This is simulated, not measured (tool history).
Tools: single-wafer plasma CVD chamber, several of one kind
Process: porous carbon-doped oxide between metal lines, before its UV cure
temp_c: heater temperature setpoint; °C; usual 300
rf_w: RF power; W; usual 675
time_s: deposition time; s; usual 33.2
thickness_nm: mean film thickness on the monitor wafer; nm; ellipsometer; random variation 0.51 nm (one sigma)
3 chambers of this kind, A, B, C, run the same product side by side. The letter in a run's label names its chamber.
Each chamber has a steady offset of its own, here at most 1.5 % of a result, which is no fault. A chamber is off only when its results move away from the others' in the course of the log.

| run | hour | temp_c | rf_w | time_s | read-back reference wafer on the same gauge, thickness_nm | thickness_nm |
|---|---|---|---|---|---|---|
| 1C | 4.8 | 300 | 675 | 33.2 | 210.15 | 218.6 |
| 2B | 7.8 | 300 | 675 | 33.2 | 209.91 | 217.31 |
| 3A | 11.1 | 300 | 675 | 33.2 | 210.08 | 219.85 |
| 4B | 14.3 | 300 | 675 | 33.2 | 209.99 | 217.7 |
| 5C | 17.1 | 300 | 675 | 33.2 | 210.03 | 218.44 |
| 6A | 22.1 | 300 | 675 | 33.2 | 209.92 | 220.48 |
| 7A | 28.2 | 300 | 675 | 33.2 | 210.04 | 219.74 |
| 8C | 34.3 | 300 | 675 | 33.2 | 209.97 | 217.73 |
| 9B | 37.6 | 300 | 675 | 33.2 | 210.09 | 218.27 |
| 10C | 43.5 | 300 | 675 | 33.2 | 209.99 | 217.92 |
| 11B | 49.2 | 300 | 675 | 33.2 | 210.03 | 216.88 |
| 12A | 53.1 | 300 | 675 | 33.2 | 210.06 | 219.69 |
| 13A | 59.2 | 300 | 675 | 33.2 | 209.94 | 219.73 |
|  | 63.6 | chamber B: thermocouple changed; heater temperature recalibrated |
| 14B | 65.5 | 300 | 675 | 33.2 | 209.87 | 225.31 |
| 15C | 68.6 | 300 | 675 | 33.2 | 210 | 217.5 |
| 16A | 73.2 | 300 | 675 | 33.2 | 209.89 | 220.09 |
| 17B | 76.3 | 300 | 675 | 33.2 | 209.92 | 223.65 |
| 18C | 81.4 | 300 | 675 | 33.2 | 210.02 | 218.89 |
| 19B | 85.7 | 300 | 675 | 33.2 | 209.91 | 224.12 |
| 20A | 88.8 | 300 | 675 | 33.2 | 210.03 | 219.76 |
| 21C | 92.6 | 300 | 675 | 33.2 | 210.08 | 217.85 |
| 22C | 96.9 | 300 | 675 | 33.2 | 210.01 | 218.48 |
| 23A | 101 | 300 | 675 | 33.2 | 209.95 | 220.57 |
| 24B | 105.1 | 300 | 675 | 33.2 | 210 | 222.83 |
| 25C | 110.9 | 300 | 675 | 33.2 | 210.09 | 218.17 |
| 26B | 116 | 300 | 675 | 33.2 | 210.11 | 224.33 |
| 27A | 121 | 300 | 675 | 33.2 | 209.94 | 219.88 |
| 28B | 125.2 | 300 | 675 | 33.2 | 209.88 | 224.48 |
|  | 126.7 | chamber C: thermocouple changed; heater temperature recalibrated |
| 29C | 128.6 | 300 | 675 | 33.2 | 210.08 | 218.99 |
| 30A | 134.7 | 300 | 675 | 33.2 | 209.99 | 220 |
| 31A | 137.5 | 300 | 675 | 33.2 | 210.18 | 219.22 |
| 32B | 143.8 | 300 | 675 | 33.2 | 209.99 | 223.38 |
| 33C | 146.7 | 300 | 675 | 33.2 | 209.98 | 218.75 |
| 34B | 150.2 | 300 | 675 | 33.2 | 210.11 | 224.92 |
| 35A | 155 | 294 | 675 | 33.2 | 209.96 | 228.6 |

Next, every chamber runs the same settings. What will each give?
| 36A | 159.7 | 311 | 675 | 33.2 |  | ? |
| 36B | 159.7 | 311 | 675 | 33.2 |  | ? |
| 36C | 159.7 | 311 | 675 | 33.2 |  | ? |

| run | thickness_nm |
|---|---|
| 36A | 206.36 |
| 36B | 210.39 |
| 36C | 205.2 |
